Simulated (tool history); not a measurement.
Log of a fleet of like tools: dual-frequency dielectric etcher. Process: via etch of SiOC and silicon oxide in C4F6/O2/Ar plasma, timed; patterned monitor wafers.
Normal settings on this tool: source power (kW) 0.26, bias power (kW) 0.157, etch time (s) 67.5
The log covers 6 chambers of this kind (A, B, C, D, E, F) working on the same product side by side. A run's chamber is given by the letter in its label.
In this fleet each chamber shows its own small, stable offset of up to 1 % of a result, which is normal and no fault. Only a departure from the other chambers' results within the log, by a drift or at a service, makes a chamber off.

run     day  source power (kW)  bias power (kW)  etch time (s)  hours since the last wet clean  hours since the last source power generator calibration  hours since the last bias power generator calibration  read-back reference wafer on the same gauge, depth_nm  mean etch depth across the wafer (angstrom)
 1E   0.275               0.26            0.157           67.5                           285.2                                                   1310.7                                                  103.9                                                 58.085                                       623.48
      0.517  -- chamber F: wet clean of the chamber
 2B   0.642               0.26            0.157           67.5                           227.9                                                     84.3                                                 1805.9                                                 58.092                                       618.28
 3A   0.946               0.26            0.157           67.5                           104.3                                                      232                                                 1429.6                                                 58.142                                       616.59
 4C     1.2               0.26            0.157           67.5                           355.4                                                     72.4                                                 2569.6                                                 58.122                                       616.25
 5F   1.392               0.26            0.157           67.5                              21                                                    276.6                                                 1066.4                                                 58.128                                       616.24
 6D   1.779               0.26            0.157           67.5                           369.4                                                   3023.8                                                  899.9                                                 58.139                                        619.2
 7E   2.154               0.26            0.157           67.5                           330.3                                                   1355.8                                                    149                                                 58.159                                       622.26
 8A   2.383               0.26            0.157           67.5                           138.8                                                    266.5                                                 1464.1                                                 58.106                                       621.05
 9C   2.758               0.26            0.157           67.5                           392.8                                                    109.8                                                   2607                                                 58.057                                        616.3
10F   3.117               0.26            0.157           67.5                            62.4                                                      318                                                 1107.8                                                 58.065                                       617.77
11D   3.492               0.26            0.157           67.5                           410.5                                                   3064.9                                                    941                                                 58.075                                       622.13
12B   3.683               0.26            0.157           67.5                           300.9                                                    157.3                                                 1878.9                                                 58.102                                          619
13C   3.988               0.26            0.157           67.5                           422.3                                                    139.3                                                 2636.5                                                 58.119                                       620.48
14E   4.342               0.26            0.157           67.5                           382.8                                                   1408.3                                                  201.5                                                 58.075                                       623.02
15D   4.721               0.26            0.157           67.5                             440                                                   3094.4                                                  970.5                                                 58.067                                       621.02
16B   5.054               0.26            0.157           67.5                           333.8                                                    190.2                                                 1911.8                                                 58.029                                       622.95
17A   5.246               0.26            0.157           67.5                           207.5                                                    335.2                                                 1532.8                                                 58.117                                        620.6
      5.321  -- chamber E: wet clean of the chamber
18F   5.633               0.26            0.157           67.5                           122.8                                                    378.4                                                 1168.2                                                  58.15                                       612.02
19E   6.004               0.26            0.157           67.5                            16.4                                                   1448.2                                                  241.4                                                 58.109                                       622.54
      6.038  -- chamber B: wet clean of the chamber
20F   6.196               0.26            0.157           67.5                           136.3                                                    391.9                                                 1181.7                                                 58.108                                       617.38
21D   6.383               0.26            0.157           67.5                           479.9                                                   3134.3                                                 1010.4                                                 58.038                                       624.96
22A   6.675               0.26            0.157           67.5                           241.8                                                    369.5                                                 1567.1                                                 58.062                                       614.46
23C    7.05               0.26            0.157           67.5                           495.8                                                    212.8                                                   2710                                                 58.077                                       614.94
24B   7.238               0.26            0.157           67.5                            28.9                                                    242.6                                                 1964.2                                                 58.038                                       625.77
25E   7.533               0.26            0.157           67.5                            53.1                                                   1484.9                                                  278.1                                                 58.078                                       622.42
26B   7.742               0.28            0.186           67.5                              41                                                    254.7                                                 1976.3                                                 58.064                                       680.49
27C   7.979               0.28            0.186           67.5                           518.1                                                    235.1                                                 2732.3                                                 58.043                                       668.36
28A   8.233               0.28            0.186           67.5                           279.2                                                    406.9                                                 1604.5                                                 58.094                                       675.57
29F     8.6               0.28            0.186           67.5                             194                                                    449.6                                                 1239.4                                                 58.101                                       672.78
      8.642  -- chamber D: wet clean of the chamber
30D   8.983               0.28            0.186           67.5                             8.2                                                   3196.7                                                 1072.8                                                 58.117                                       673.17
31D   9.225               0.28            0.186           67.5                              14                                                   3202.5                                                 1078.6                                                 58.079                                       670.86
32B   9.525               0.32            0.157           67.5                            83.8                                                    297.5                                                 2019.1                                                 58.062                                       672.67
33E   9.783               0.32            0.157           67.5                           107.1                                                   1538.9                                                  332.1                                                 58.117                                       670.81
34C  10.012               0.32            0.157           67.5                           566.9                                                    283.9                                                 2781.1                                                 58.146                                        665.7
35A  10.383               0.32            0.157           67.5                           330.8                                                    458.5                                                 1656.1                                                  58.13                                       670.92
36F  10.721               0.32            0.157           67.5                           244.9                                                    500.5                                                 1290.3                                                  58.17                                       667.77
37E  11.092               0.32            0.157           67.5                           138.5                                                   1570.3                                                  363.5                                                  58.16                                       680.55
38F  11.292               0.26            0.157           67.5                           258.6                                                    514.2                                                   1304                                                 58.157                                       620.79
39D  11.588               0.26            0.157           67.5                            70.7                                                   3259.2                                                 1135.3                                                 58.118                                       624.27
40A  11.929               0.26            0.157           67.5                           367.9                                                    495.6                                                 1693.2                                                 58.097                                       615.04
41C  12.142               0.26            0.157           67.5                             618                                                      335                                                 2832.2                                                 58.008                                       616.34
42B  12.454               0.26            0.157           67.5                           154.1                                                    367.8                                                 2089.4                                                 58.103                                          624
43C  12.629               0.26            0.157           67.5                           629.7                                                    346.7                                                 2843.9                                                 58.203                                          617

Does one chamber stand apart from the rest, does the shared gauge drift, or is all well apart from small per-chamber offsets? Give the chamber and the most likely cause, where there is one.

Nothing is wrong: each chamber keeps only its own small, steady offset and the gauge holds still.

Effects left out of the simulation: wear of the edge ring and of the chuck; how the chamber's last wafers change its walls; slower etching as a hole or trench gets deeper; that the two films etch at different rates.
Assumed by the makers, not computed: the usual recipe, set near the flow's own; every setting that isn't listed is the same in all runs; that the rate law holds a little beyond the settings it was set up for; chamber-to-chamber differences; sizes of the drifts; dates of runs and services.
